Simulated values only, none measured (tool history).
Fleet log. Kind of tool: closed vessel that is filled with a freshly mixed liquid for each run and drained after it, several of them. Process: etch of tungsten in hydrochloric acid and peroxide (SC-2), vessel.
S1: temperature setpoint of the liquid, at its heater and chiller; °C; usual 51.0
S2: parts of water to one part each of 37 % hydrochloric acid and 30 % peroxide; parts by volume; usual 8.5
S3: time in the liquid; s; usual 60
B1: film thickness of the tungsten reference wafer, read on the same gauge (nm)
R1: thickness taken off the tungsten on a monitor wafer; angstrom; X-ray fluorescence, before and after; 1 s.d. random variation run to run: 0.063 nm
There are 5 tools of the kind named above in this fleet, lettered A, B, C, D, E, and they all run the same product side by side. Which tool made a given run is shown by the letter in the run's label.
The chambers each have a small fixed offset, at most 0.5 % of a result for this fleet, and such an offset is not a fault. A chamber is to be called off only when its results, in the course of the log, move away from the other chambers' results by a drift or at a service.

| run | hour | S1 | S2 | S3 | B1 | R1 |
|---|---|---|---|---|---|---|
| 1B | 2.3 | 51.0 | 8.5 | 60 | 120.02 | 177.12 |
| 2D | 5.8 | 51.0 | 8.5 | 60 | 119.99 | 176.44 |
| 3E | 9.8 | 51.0 | 8.5 | 60 | 119.99 | 177.55 |
| 4C | 13.1 | 51.0 | 8.5 | 60 | 119.98 | 174.86 |
| 5A | 17.8 | 51.0 | 8.5 | 60 | 119.98 | 176.33 |
| 6D | 21.3 | 51.0 | 8.5 | 60 | 119.98 | 175.10 |
| 7B | 24.6 | 51.0 | 8.5 | 60 | 120.02 | 176.55 |
| 8C | 27.1 | 51.0 | 8.5 | 60 | 120.01 | 174.60 |
| 9E | 29.6 | 51.0 | 8.5 | 60 | 119.99 | 175.61 |
| 10A | 33.9 | 51.0 | 8.5 | 60 | 119.99 | 176.41 |
| 11B | 38.1 | 51.0 | 8.5 | 60 | 119.99 | 176.64 |
| 12A | 42.3 | 42.0 | 6.5 | 60 | 120.01 | 118.50 |
| 13E | 45.3 | 42.0 | 6.5 | 60 | 120.00 | 118.49 |
| 14C | 48.1 | 42.0 | 6.5 | 60 | 120.00 | 118.14 |
| 15D | 50.8 | 42.0 | 6.5 | 60 | 120.01 | 117.33 |
| 16A | 54.7 | 42.0 | 6.5 | 60 | 119.97 | 119.10 |
| 17B | 58.6 | 51.0 | 8.5 | 60 | 120.01 | 176.85 |
| 18C | 62.7 | 51.0 | 8.5 | 60 | 120.02 | 175.27 |
| 19D | 65.8 | 51.0 | 8.5 | 60 | 120.00 | 176.94 |
| 20E | 69.1 | 51.0 | 8.5 | 60 | 120.00 | 176.70 |
| 21A | 72.5 | 60.5 | 8.5 | 60 | 120.00 | 321.24 |
| 22B | 77.4 | 60.5 | 8.5 | 60 | 119.99 | 322.53 |
| 23D | 80.4 | 60.5 | 8.5 | 60 | 120.01 | 329.76 |
| 24E | 83.7 | 60.5 | 8.5 | 60 | 120.01 | 323.13 |
| 25C | 87.0 | 60.5 | 8.5 | 60 | 120.02 | 321.37 |
| 26E | 89.9 | 51.0 | 8.5 | 60 | 119.99 | 176.36 |
| 27B | 94.8 | 51.0 | 8.5 | 60 | 119.98 | 176.36 |
| 28C | 97.6 | 51.0 | 8.5 | 60 | 120.00 | 175.70 |
| 29D | 102.0 | 51.0 | 8.5 | 60 | 120.02 | 175.47 |
| 30A | 106.0 | 51.0 | 6.0 | 60 | 120.00 | 231.59 |
| 31D | 109.6 | 51.0 | 6.0 | 60 | 120.01 | 231.42 |
| 32A | 114.4 | 51.0 | 6.0 | 60 | 119.99 | 229.89 |
| 33B | 119.4 | 51.0 | 6.0 | 60 | 120.01 | 231.42 |
| 34C | 124.6 | 51.0 | 6.0 | 60 | 120.00 | 230.07 |

Next, all 5 chambers run the settings below, one line each with question marks for the results. What does each chamber give?
| 35A | 128.5 | 51.0 | 8.5 | 60 |  | ? |
| 35B | 128.5 | 51.0 | 8.5 | 60 |  | ? |
| 35C | 128.5 | 51.0 | 8.5 | 60 |  | ? |
| 35D | 128.5 | 51.0 | 8.5 | 60 |  | ? |
| 35E | 128.5 | 51.0 | 8.5 | 60 |  | ? |

| run | R1 |
|---|---|
| 35A | 176.28 |
| 35B | 177.29 |
| 35C | 175.45 |
| 35D | 176.60 |
| 35E | 175.62 |

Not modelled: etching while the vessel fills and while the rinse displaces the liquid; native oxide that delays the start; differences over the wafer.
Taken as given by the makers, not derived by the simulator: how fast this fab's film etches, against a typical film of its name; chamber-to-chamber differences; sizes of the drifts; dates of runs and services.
